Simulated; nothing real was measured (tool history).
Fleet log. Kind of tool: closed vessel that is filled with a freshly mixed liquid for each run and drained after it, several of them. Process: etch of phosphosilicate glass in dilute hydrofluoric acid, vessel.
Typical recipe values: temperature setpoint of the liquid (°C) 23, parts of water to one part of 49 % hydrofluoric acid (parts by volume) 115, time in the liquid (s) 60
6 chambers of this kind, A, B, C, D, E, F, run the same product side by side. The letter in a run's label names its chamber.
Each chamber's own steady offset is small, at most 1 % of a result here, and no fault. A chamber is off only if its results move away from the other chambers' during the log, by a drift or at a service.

| run | hour | temperature setpoint of the liquid (°C) | parts of water to one part of 49 % hydrofluoric acid (parts by volume) | time in the liquid (s) | hours since the thermometer was replaced | hours since the hydrofluoric acid flow meter was replaced | read-back film thickness of the phosphosilicate glass reference wafer, read on the same gauge (nm) | thickness taken off the phosphosilicate glass on a monitor wafer (nm) |
|---|---|---|---|---|---|---|---|---|
| 1F | 3.7 | 23 | 115 | 60 | 698.3 | 1577.6 | 30.025 | 47.731 |
| 2A | 8.6 | 23 | 115 | 60 | 1239.2 | 90.9 | 30.015 | 48.159 |
| 3E | 13.5 | 23 | 115 | 60 | 1120.6 | 198.3 | 30.018 | 47.676 |
| 4C | 16.6 | 23 | 115 | 60 | 1089.9 | 2206 | 30.048 | 48.277 |
| 5D | 21.5 | 23 | 115 | 60 | 1039.9 | 239.8 | 29.968 | 48.662 |
| 6B | 25.6 | 23 | 115 | 60 | 1335.9 | 53.4 | 30.015 | 48.43 |
| 7C | 30.5 | 23 | 115 | 60 | 1103.8 | 2219.9 | 29.937 | 47.749 |
| 8D | 33.3 | 23 | 115 | 60 | 1051.7 | 251.6 | 29.993 | 47.953 |
| 9B | 37.3 | 23 | 160 | 60 | 1347.6 | 65.1 | 30.025 | 33.266 |
| 10E | 40.7 | 23 | 160 | 60 | 1147.8 | 225.5 | 30.032 | 32.819 |
| 11F | 44.6 | 23 | 160 | 60 | 739.2 | 1618.5 | 30.005 | 32.807 |
| 12A | 47.7 | 23 | 160 | 60 | 1278.3 | 130 | 30.019 | 32.822 |
| 13C | 52.4 | 23 | 160 | 60 | 1125.7 | 2241.8 | 30.032 | 32.647 |
| 14B | 56.1 | 23 | 160 | 60 | 1366.4 | 83.9 | 29.969 | 33.029 |
| 15A | 59.2 | 23 | 115 | 60 | 1289.8 | 141.5 | 29.991 | 48.559 |
| 16F | 61.4 | 23 | 115 | 60 | 756 | 1635.3 | 30.046 | 48.549 |
| 17E | 66 | 23 | 115 | 60 | 1173.1 | 250.8 | 30.061 | 47.947 |
| 18D | 70.2 | 23 | 115 | 60 | 1088.6 | 288.5 | 29.98 | 47.615 |
| 19C | 74.8 | 23 | 115 | 60 | 1148.1 | 2264.2 | 29.98 | 48.569 |
| 20B | 77.5 | 23 | 115 | 60 | 1387.8 | 105.3 | 30.076 | 48.609 |
| 21D | 82.4 | 23 | 115 | 60 | 1100.8 | 300.7 | 30.001 | 47.451 |
| 22A | 87 | 23 | 115 | 60 | 1317.6 | 169.3 | 29.918 | 48.533 |
| 23E | 90.4 | 23 | 115 | 60 | 1197.5 | 275.2 | 30.01 | 48.349 |
| 24F | 93.6 | 23 | 115 | 60 | 788.2 | 1667.5 | 30.017 | 48.187 |
| 25A | 96 | 23 | 115 | 60 | 1326.6 | 178.3 | 29.979 | 48.626 |
| 26E | 100.7 | 23 | 115 | 60 | 1207.8 | 285.5 | 29.982 | 48.04 |
| 27F | 104.1 | 23 | 115 | 60 | 798.7 | 1678 | 30.026 | 48.383 |
| 28B | 107.1 | 23 | 115 | 60 | 1417.4 | 134.9 | 30 | 48.629 |
| 29C | 111.3 | 23 | 115 | 60 | 1184.6 | 2300.7 | 29.973 | 48.201 |
| 30D | 114 | 23 | 115 | 60 | 1132.4 | 332.3 | 30.026 | 46.512 |
| 31B | 117.5 | 23 | 115 | 60 | 1427.8 | 145.3 | 29.99 | 48.516 |
| 32C | 121.1 | 23 | 115 | 60 | 1194.4 | 2310.5 | 30.051 | 47.351 |
| 33A | 124.1 | 18.5 | 165 | 60 | 1354.7 | 206.4 | 29.987 | 26.75 |
| 34F | 126.8 | 18.5 | 165 | 60 | 821.4 | 1700.7 | 29.988 | 26.48 |
|  | 127.2 | chamber F: hydrofluoric acid flow meter replaced |
| 35D | 130.7 | 18.5 | 165 | 60 | 1149.1 | 349 | 30.019 | 25.487 |
| 36E | 133.4 | 18.5 | 165 | 60 | 1240.5 | 318.2 | 29.986 | 26.636 |
| 37B | 137.8 | 18.5 | 165 | 60 | 1448.1 | 165.6 | 29.938 | 26.837 |
| 38F | 140.1 | 18.5 | 165 | 60 | 834.7 | 12.9 | 29.973 | 26.423 |
| 39D | 144 | 23 | 115 | 60 | 1162.4 | 362.3 | 30.017 | 46.325 |
| 40E | 147 | 23 | 115 | 60 | 1254.1 | 331.8 | 30 | 48.163 |
| 41A | 151.2 | 23 | 115 | 60 | 1381.8 | 233.5 | 29.97 | 48.397 |

Is one chamber out of step, is the gauge drifting, or do the chambers differ by no more than their own small offsets? For an off chamber, give its letter and the likeliest cause.

Little by little, chamber D moves away from the other chambers.
What lies behind it: liquid colder than its thermometer reads (K) = 1.26.
The log may not tell that from: hydrofluoric acid flow below the setpoint (%).

Chamber D could run next with any of the 4 candidate recipes listed below; each alters the usual settings, and their results appear as question marks. Which one brings its results back in line with what the other chambers deliver on the usual settings?
Allowed miss from the other chambers' usual-settings mean, per result, to count as in line: thickness taken off the phosphosilicate glass on a monitor wafer (nm) 0.87
| 42D-1 | 154.8 | 21 | 115 | 60 |  |  |  | ? |
| 42D-2 | 154.8 | 23 | 110 | 60 |  |  |  | ? |
| 42D-3 | 154.8 | 25 | 115 | 60 |  |  |  | ? |
| 42D-4 | 154.8 | 23 | 120 | 60 |  |  |  | ? |

What the other chambers average on the usual settings: thickness taken off the phosphosilicate glass on a monitor wafer (nm) 48.185
| run | thickness taken off the phosphosilicate glass on a monitor wafer (nm) |
|---|---|
| 42D-1 | 42.201 |
| 42D-2 | 48.138 |
| 42D-3 | 49.529 |
| 42D-4 | 43.572 |
The right change is 42D-2: it brings the chamber back within the allowed miss of the others.
